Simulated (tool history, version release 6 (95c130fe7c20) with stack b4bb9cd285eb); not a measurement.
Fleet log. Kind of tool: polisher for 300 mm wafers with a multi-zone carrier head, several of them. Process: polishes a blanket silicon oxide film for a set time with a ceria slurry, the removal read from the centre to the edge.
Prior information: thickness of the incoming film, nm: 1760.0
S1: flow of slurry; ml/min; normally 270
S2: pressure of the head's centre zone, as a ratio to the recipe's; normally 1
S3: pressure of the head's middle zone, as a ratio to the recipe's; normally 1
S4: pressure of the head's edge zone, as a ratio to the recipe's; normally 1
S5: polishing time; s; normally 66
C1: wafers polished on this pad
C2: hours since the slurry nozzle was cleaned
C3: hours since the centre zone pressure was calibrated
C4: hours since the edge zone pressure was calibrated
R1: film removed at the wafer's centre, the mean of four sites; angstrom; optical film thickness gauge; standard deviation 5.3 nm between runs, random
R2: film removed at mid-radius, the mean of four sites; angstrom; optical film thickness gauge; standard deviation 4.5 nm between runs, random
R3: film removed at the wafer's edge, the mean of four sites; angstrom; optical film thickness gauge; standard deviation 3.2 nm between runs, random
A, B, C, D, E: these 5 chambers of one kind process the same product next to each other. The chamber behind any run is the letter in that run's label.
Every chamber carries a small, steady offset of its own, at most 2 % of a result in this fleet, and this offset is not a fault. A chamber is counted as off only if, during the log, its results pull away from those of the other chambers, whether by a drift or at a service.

run 1C day=0.304 | S1=270 S2=1 S3=1 S4=1 S5=66 | C1=724 C2=189.6 C3=335.1 C4=168.6 | R1=5029 R2=5248.3 R3=5161.9
-- day=0.438 chamber E: worn pad replaced by a new one
run 2D day=0.646 | S1=270 S2=1 S3=1 S4=1 S5=66 | C1=179 C2=375 C3=188.9 C4=677 | R1=5089.6 R2=5189.9 R3=5142.8
-- day=0.862 chamber A: worn pad replaced by a new one
run 3B day=0.954 | S1=270 S2=1 S3=1 S4=1 S5=66 | C1=591 C2=543.8 C3=78.7 C4=121.9 | R1=5108.3 R2=5111 R3=5058.8
run 4E day=1.246 | S1=270 S2=1 S3=1 S4=1 S5=66 | C1=198 C2=144.9 C3=937.2 C4=807.8 | R1=5074 R2=5133.2 R3=5112.3
run 5A day=1.667 | S1=270 S2=1 S3=1 S4=1 S5=66 | C1=196 C2=146.5 C3=69.8 C4=1172.3 | R1=5195.4 R2=5134.3 R3=5115.2
-- day=1.729 chamber E: centre zone pressure recalibrated
-- day=1.896 chamber C: worn pad replaced by a new one
-- day=2.038 chamber B: worn pad replaced by a new one
run 6A day=2.071 | S1=270 S2=1 S3=1 S4=1 S5=66 | C1=295 C2=156.2 C3=79.5 C4=1182 | R1=5172.6 R2=5230.7 R3=5187.1
run 7B day=2.262 | S1=270 S2=1.04 S3=0.94 S4=1 S5=66 | C1=55 C2=575.2 C3=110.1 C4=153.3 | R1=5382.6 R2=4741.2 R3=5050.9
-- day=2.292 chamber B: slurry nozzle cleaned
run 8D day=2.471 | S1=270 S2=1.04 S3=0.94 S4=1 S5=66 | C1=625 C2=418.8 C3=232.7 C4=720.8 | R1=5336.6 R2=4858.8 R3=5142
run 9C day=2.7 | S1=270 S2=1.04 S3=0.94 S4=1 S5=66 | C1=196 C2=247.1 C3=392.6 C4=226.1 | R1=5265.1 R2=4830.3 R3=5140.8
run 10E day=3.083 | S1=270 S2=1.04 S3=0.94 S4=1 S5=66 | C1=646 C2=189 C3=32.6 C4=851.9 | R1=5384.3 R2=4918 R3=5127
-- day=3.317 chamber E: worn pad replaced by a new one
run 11C day=3.35 | S1=270 S2=1.04 S3=0.94 S4=1 S5=66 | C1=355 C2=262.7 C3=408.2 C4=241.7 | R1=5280.5 R2=4925.1 R3=5111.7
run 12A day=3.546 | S1=270 S2=1 S3=1 S4=1 S5=66 | C1=655 C2=191.6 C3=114.9 C4=1217.4 | R1=5092.3 R2=5136.4 R3=5116.8
run 13B day=3.875 | S1=270 S2=1 S3=1 S4=1 S5=66 | C1=448 C2=38.1 C3=148.8 C4=192 | R1=5139.3 R2=5160.6 R3=5128.7
run 14D day=4.138 | S1=270 S2=1 S3=1 S4=1 S5=66 | C1=1032 C2=458.8 C3=272.7 C4=760.8 | R1=5145.4 R2=5182.5 R3=5166.3
-- day=4.196 chamber D: worn pad replaced by a new one
-- day=4.371 chamber E: edge zone pressure recalibrated
run 15E day=4.4 | S1=270 S2=1 S3=1 S4=1 S5=66 | C1=264 C2=220.6 C3=64.2 C4=0.8 | R1=5175.1 R2=5179 R3=5161.4
run 16D day=4.817 | S1=270 S2=1.11 S3=1 S4=1 S5=66 | C1=152 C2=475.1 C3=289 C4=777.1 | R1=5818 R2=5154.3 R3=5134.2
run 17C day=5.221 | S1=270 S2=1.11 S3=1 S4=1 S5=66 | C1=812 C2=307.6 C3=453.1 C4=286.6 | R1=5534 R2=5112.5 R3=5175.2
-- day=5.446 chamber B: worn pad replaced by a new one
run 18E day=5.542 | S1=270 S2=1.11 S3=1 S4=1 S5=66 | C1=543 C2=248 C3=91.6 C4=28.2 | R1=5838.1 R2=5209.4 R3=5116.8
run 19B day=5.867 | S1=270 S2=1.11 S3=1 S4=1 S5=66 | C1=102 C2=85.9 C3=196.6 C4=239.8 | R1=5769.3 R2=5163.5 R3=5130.7
-- day=6.05 chamber E: worn pad replaced by a new one
run 20A day=6.079 | S1=270 S2=1.11 S3=1 S4=1 S5=66 | C1=1274 C2=252.4 C3=175.7 C4=1278.2 | R1=5758.2 R2=5154.5 R3=5095.5
-- day=6.296 chamber A: worn pad replaced by a new one
-- day=6.358 chamber C: worn pad replaced by a new one
run 21B day=6.479 | S1=270 S2=1 S3=1 S4=1 S5=66 | C1=252 C2=100.6 C3=211.3 C4=254.5 | R1=5116.7 R2=5079.7 R3=5147.3
run 22C day=6.796 | S1=270 S2=1 S3=1 S4=1 S5=66 | C1=107 C2=345.4 C3=490.9 C4=324.4 | R1=4784 R2=5153.4 R3=5159.6
run 23A day=6.988 | S1=270 S2=1 S3=1 S4=1 S5=66 | C1=169 C2=274.2 C3=197.5 C4=1300 | R1=5133.4 R2=5163.2 R3=5124.3
run 24E day=7.296 | S1=270 S2=1 S3=1 S4=1 S5=66 | C1=304 C2=290.1 C3=133.7 C4=70.3 | R1=5099.6 R2=5155.2 R3=5117.7
run 25D day=7.692 | S1=270 S2=1 S3=1 S4=1 S5=66 | C1=854 C2=544.1 C3=358 C4=846.1 | R1=5178.2 R2=5119.8 R3=5079.9
run 26C day=7.917 | S1=270 S2=1 S3=1 S4=1 S5=88 | C1=380 C2=372.3 C3=517.8 C4=351.3 | R1=6293.2 R2=6862.8 R3=6882.8
-- day=7.983 chamber C: slurry nozzle cleaned
-- day=8.308 chamber D: worn pad replaced by a new one
run 27B day=8.317 | S1=270 S2=1 S3=1 S4=1 S5=88 | C1=700 C2=144.7 C3=255.4 C4=298.6 | R1=6826.1 R2=6878.4 R3=6849.9
-- day=8.396 chamber E: worn pad replaced by a new one
run 28A day=8.558 | S1=270 S2=1 S3=1 S4=1 S5=88 | C1=552 C2=311.9 C3=235.2 C4=1337.7 | R1=6876.8 R2=6916.3 R3=6834.4
-- day=8.758 chamber B: worn pad replaced by a new one
run 29D day=8.833 | S1=270 S2=1 S3=1 S4=1 S5=88 | C1=129 C2=571.5 C3=385.4 C4=873.5 | R1=6795.2 R2=6882.8 R3=6886.8
run 30E day=9.171 | S1=270 S2=1 S3=1 S4=1 S5=88 | C1=190 C2=335.1 C3=178.7 C4=115.3 | R1=6893.5 R2=6947.6 R3=6842.4
run 31C day=9.583 | S1=270 S2=1 S3=1 S4=1 S5=66 | C1=787 C2=38.4 C3=557.8 C4=391.3 | R1=4587 R2=5103.1 R3=5163.4
run 32A day=9.862 | S1=270 S2=1 S3=1 S4=1 S5=66 | C1=871 C2=343.2 C3=266.5 C4=1369 | R1=5097.4 R2=5107.2 R3=5131.8
run 33D day=10.233 | S1=270 S2=1 S3=1 S4=1 S5=66 | C1=470 C2=605.1 C3=419 C4=907.1 | R1=5159 R2=5092.3 R3=5133.1
-- day=10.538 chamber A: edge zone pressure recalibrated
run 34B day=10.6 | S1=270 S2=1 S3=1 S4=1 S5=66 | C1=450 C2=199.5 C3=310.2 C4=353.4 | R1=5041.4 R2=5047 R3=5072
run 35E day=10.829 | S1=270 S2=1 S3=1 S4=1.05 S5=53 | C1=595 C2=374.9 C3=218.5 C4=155.1 | R1=4070.4 R2=4178.2 R3=4186.2
run 36A day=11.117 | S1=270 S2=1 S3=1 S4=1.05 S5=53 | C1=1177 C2=373.3 C3=296.6 C4=14 | R1=4085.4 R2=4130 R3=4195.8
run 37B day=11.346 | S1=270 S2=1 S3=1 S4=1.05 S5=53 | C1=632 C2=217.4 C3=328.1 C4=371.3 | R1=4032.4 R2=4162.6 R3=4219
-- day=11.417 chamber E: worn pad replaced by a new one
run 38E day=11.571 | S1=270 S2=1 S3=1 S4=1.05 S5=53 | C1=38 C2=392.7 C3=236.3 C4=172.9 | R1=4160.5 R2=4164.4 R3=4237.6
-- day=11.846 chamber D: worn pad replaced by a new one
run 39D day=11.917 | S1=270 S2=1 S3=1 S4=1.05 S5=53 | C1=17 C2=645.5 C3=459.4 C4=947.5 | R1=4240.9 R2=4081 R3=4259.8

Decide between three cases: one chamber stands off from its peers, the gauge reading all wafers drifts, or nothing is wrong past each chamber's small offset. Where a chamber is off, say which and what most likely put it there.

Chamber C drifts away from the others.
Most likely cause: centre zone's pressure below its setpoint, % = 10.3.

Which of the 4 candidates below, each the usual settings with something changed and its results left as question marks, puts chamber C back in line with what the other chambers give on the usual settings?
Maximum distance from the other chambers' mean on the usual settings for a result to count as in line: R1 190 angstrom; R2 160 angstrom; R3 110 angstrom
run 40C-1 day=12.221 | S1=275 S2=1.04 S3=0.99 S4=0.99 S5=66 | R1=? R2=? R3=?
run 40C-2 day=12.221 | S1=280 S2=1.11 S3=0.98 S4=0.96 S5=67 | R1=? R2=? R3=?
run 40C-3 day=12.221 | S1=260 S2=0.89 S3=1.02 S4=1.04 S5=65 | R1=? R2=? R3=?
run 40C-4 day=12.221 | S1=265 S2=0.96 S3=1.01 S4=1.01 S5=66 | R1=? R2=? R3=?

The other chambers' mean on the usual settings: R1 5145.9 angstrom; R2 5153.4 angstrom; R3 5124 angstrom
run=40C-1 R1=4728.8 R2=5147.6 R3=5128.4
run=40C-2 R1=5162.2 R2=5186.2 R3=5133
run=40C-3 R1=3901.1 R2=5179.8 R3=5155.6
run=40C-4 R1=4314.7 R2=5222.3 R3=5164.5
The answer is 40C-2, which returns the chamber to within the allowed miss of the others.

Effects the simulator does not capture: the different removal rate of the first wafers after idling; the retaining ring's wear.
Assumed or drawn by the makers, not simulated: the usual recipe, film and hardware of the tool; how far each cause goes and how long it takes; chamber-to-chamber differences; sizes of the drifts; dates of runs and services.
